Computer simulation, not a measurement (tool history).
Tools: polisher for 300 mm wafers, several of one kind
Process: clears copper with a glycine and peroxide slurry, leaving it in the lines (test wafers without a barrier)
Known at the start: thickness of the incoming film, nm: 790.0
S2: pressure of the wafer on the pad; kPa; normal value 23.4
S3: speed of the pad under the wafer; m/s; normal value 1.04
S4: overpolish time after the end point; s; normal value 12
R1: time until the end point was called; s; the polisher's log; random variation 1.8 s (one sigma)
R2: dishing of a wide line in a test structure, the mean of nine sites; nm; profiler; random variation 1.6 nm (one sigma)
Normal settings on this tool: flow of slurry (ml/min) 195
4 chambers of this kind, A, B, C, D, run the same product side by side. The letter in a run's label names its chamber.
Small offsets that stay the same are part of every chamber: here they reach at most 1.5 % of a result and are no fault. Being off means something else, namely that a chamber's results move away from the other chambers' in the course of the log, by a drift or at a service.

Run 1B, hour 8.0: usual settings. Result: R1 101.910 s, R2 62.815 nm.
At hour 16.5: chamber C: worn pad replaced by a new one.
Run 2D, hour 17.3: usual settings. Result: R1 104.610 s, R2 64.843 nm.
At hour 23.0: chamber B: head pressure recalibrated.
Run 3C, hour 25.1: usual settings. Result: R1 101.870 s, R2 60.409 nm.
Run 4A, hour 34.1: usual settings. Result: R1 101.950 s, R2 63.676 nm.
Run 5C, hour 46.2: usual settings. Result: R1 98.610 s, R2 60.546 nm.
Run 6A, hour 58.8: usual settings. Result: R1 99.933 s, R2 63.427 nm.
At hour 67.7: chamber D: worn pad replaced by a new one.
Run 7B, hour 69.3: usual settings. Result: R1 102.860 s, R2 60.508 nm.
At hour 69.6: chamber A: worn pad replaced by a new one.
Run 8D, hour 77.6: usual settings. Result: R1 103.130 s, R2 63.653 nm.
Run 9C, hour 91.6: usual settings. Result: R1 102.730 s, R2 63.276 nm.
Run 10B, hour 99.9: usual settings. Result: R1 103.880 s, R2 64.288 nm.
Run 11D, hour 107.5: usual settings. Result: R1 102.970 s, R2 62.801 nm.
At hour 113.1: chamber C: slurry nozzle cleaned.
Run 12A, hour 119.3: usual settings. Result: R1 102.310 s, R2 61.670 nm.
At hour 121.3: chamber B: slurry nozzle cleaned.
At hour 124.7: chamber A: slurry nozzle cleaned.
Run 13D, hour 129.7: usual settings. Result: R1 101.110 s, R2 67.234 nm.
Run 14B, hour 138.6: usual settings. Result: R1 104.650 s, R2 63.390 nm.
Run 15C, hour 149.7: usual settings. Result: R1 99.053 s, R2 62.289 nm.
Run 16A, hour 157.6: usual settings. Result: R1 103.690 s, R2 64.483 nm.
At hour 163.1: chamber C: worn pad replaced by a new one.
At hour 168.2: chamber A: worn pad replaced by a new one.
Run 17B, hour 169.4: usual settings but S3 1.18 m/s. Result: R1 95.340 s, R2 66.837 nm.
At hour 173.3: chamber D: worn pad replaced by a new one.
Run 18D, hour 181.1: usual settings but S3 1.18 m/s. Result: R1 91.643 s, R2 66.749 nm.
Run 19A, hour 197.0: usual settings but S3 1.18 m/s. Result: R1 90.871 s, R2 69.627 nm.
Run 20C, hour 206.7: usual settings but S3 1.18 m/s. Result: R1 90.652 s, R2 72.485 nm.
Run 21B, hour 214.9: usual settings. Result: R1 104.610 s, R2 60.321 nm.
At hour 217.2: chamber A: head pressure recalibrated.
Run 22C, hour 227.8: usual settings. Result: R1 102.510 s, R2 63.517 nm.
Run 23D, hour 236.1: usual settings. Result: R1 103.750 s, R2 62.628 nm.
Run 24A, hour 247.4: usual settings but S2 18.6 kPa, S4 8 s. Result: R1 124.890 s, R2 36.475 nm.
At hour 255.2: chamber D: slurry nozzle cleaned.
Run 25B, hour 261.8: usual settings but S2 18.6 kPa, S4 8 s. Result: R1 134.460 s, R2 35.660 nm.
At hour 265.8: chamber D: worn pad replaced by a new one.
At hour 270.8: chamber A: worn pad replaced by a new one.
Run 26A, hour 274.9: usual settings but S2 18.6 kPa, S4 8 s. Result: R1 120.550 s, R2 36.297 nm.
Run 27D, hour 287.1: usual settings but S2 18.6 kPa, S4 8 s. Result: R1 121.660 s, R2 37.663 nm.
Run 28C, hour 297.1: usual settings. Result: R1 102.160 s, R2 63.066 nm.
Run 29C, hour 308.9: usual settings. Result: R1 102.400 s, R2 63.766 nm.
Run 30A, hour 319.4: usual settings. Result: R1 99.440 s, R2 65.313 nm.

Each of the 4 chambers runs these same settings next. Fill in every chamber's results:
Run 31A, hour 331.3: usual settings but S2 29.6 kPa. Result: R1 ?, R2 ?.
Run 31B, hour 331.3: usual settings but S2 29.6 kPa. Result: R1 ?, R2 ?.
Run 31C, hour 331.3: usual settings but S2 29.6 kPa. Result: R1 ?, R2 ?.
Run 31D, hour 331.3: usual settings but S2 29.6 kPa. Result: R1 ?, R2 ?.

run      R1      R2
31A  81.944  76.652
31B  93.923  70.151
31C  82.225  74.491
31D  87.341  73.446

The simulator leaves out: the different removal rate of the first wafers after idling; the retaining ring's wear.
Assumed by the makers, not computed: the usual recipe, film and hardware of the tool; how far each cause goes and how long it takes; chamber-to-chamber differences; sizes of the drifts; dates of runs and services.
